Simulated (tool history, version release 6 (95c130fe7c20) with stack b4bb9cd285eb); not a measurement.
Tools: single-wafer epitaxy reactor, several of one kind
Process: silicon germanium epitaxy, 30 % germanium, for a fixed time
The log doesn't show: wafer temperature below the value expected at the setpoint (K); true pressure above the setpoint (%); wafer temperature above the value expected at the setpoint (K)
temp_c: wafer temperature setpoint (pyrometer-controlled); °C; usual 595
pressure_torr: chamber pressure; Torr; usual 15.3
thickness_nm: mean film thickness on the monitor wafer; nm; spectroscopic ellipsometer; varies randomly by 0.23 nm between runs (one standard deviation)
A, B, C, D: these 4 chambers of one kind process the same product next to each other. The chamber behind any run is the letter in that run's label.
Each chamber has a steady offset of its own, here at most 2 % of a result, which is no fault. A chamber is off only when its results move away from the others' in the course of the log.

run    day  temp_c  pressure_torr  hours since the last pyrometer calibration  hours since the last manometer calibration  read-back reference wafer on the same gauge, thickness_nm  thickness_nm
 1B  0.146     595           15.3                                       513.7                                       622.9                                                     55.879        48.455
 2A  0.379     595           15.3                                      1482.1                                       573.3                                                     55.834         47.15
 3D  0.554     595           15.3                                      1157.9                                       523.8                                                     55.899        48.348
 4C  0.817     595           15.3                                       963.3                                         537                                                     55.893        48.161
 5C  1.038     605           15.3                                       968.6                                       542.3                                                     55.922        57.707
 6B  1.238     605           15.3                                       539.9                                       649.1                                                     55.932        58.238
 7A  1.412     605           15.3                                      1506.9                                       598.1                                                     55.872        56.888
 8D  1.583     605           15.3                                      1182.6                                       548.5                                                     55.845        58.322
 9D  1.779     595           15.3                                      1187.3                                       553.2                                                     55.862        48.656
10A  1.896     595           15.3                                      1518.5                                       609.7                                                     55.922        47.633
11C  2.058     605           15.3                                       993.1                                       566.8                                                     55.863        58.267
12B  2.271     605           15.3                                       564.7                                       673.9                                                     55.886         58.28
13C  2.404     605           15.3                                      1001.4                                       575.1                                                     55.895        58.025
14B  2.633     605           15.3                                       573.4                                       682.6                                                     55.893        59.268
15A  2.796     595           15.3                                      1540.1                                       631.3                                                       55.9        46.991
16D  2.912     595           15.3                                      1214.5                                       580.4                                                     55.905        48.194
17A  3.083     595           15.3                                        1547                                       638.2                                                     55.804        47.173
18B  3.217     595           15.3                                       587.4                                       696.6                                                     55.928        49.748
19C  3.433     595           15.3                                      1026.1                                       599.8                                                      55.83        48.289
20D  3.683     595           12.6                                        1233                                       598.9                                                     55.938        45.072
21B  3.838     595           12.6                                       602.3                                       711.5                                                      55.91        46.728
22D  4.108     595           12.6                                      1243.2                                       609.1                                                     55.948        44.745
23C  4.262     595           12.6                                        1046                                       619.7                                                     55.965         44.75
24A  4.379     595           15.3                                      1578.1                                       669.3                                                     55.815        47.188
25B  4.592     595           15.3                                       620.4                                       729.6                                                     55.899        51.035

All 4 chambers run these settings next. Forecast each chamber's results:
26A  4.788     588           15.3                                                                                                                                                                ?
26B  4.788     588           15.3                                                                                                                                                                ?
26C  4.788     588           15.3                                                                                                                                                                ?
26D  4.788     588           15.3                                                                                                                                                                ?

run  thickness_nm
26A        41.789
26B        45.077
26C        42.872
26D        42.288
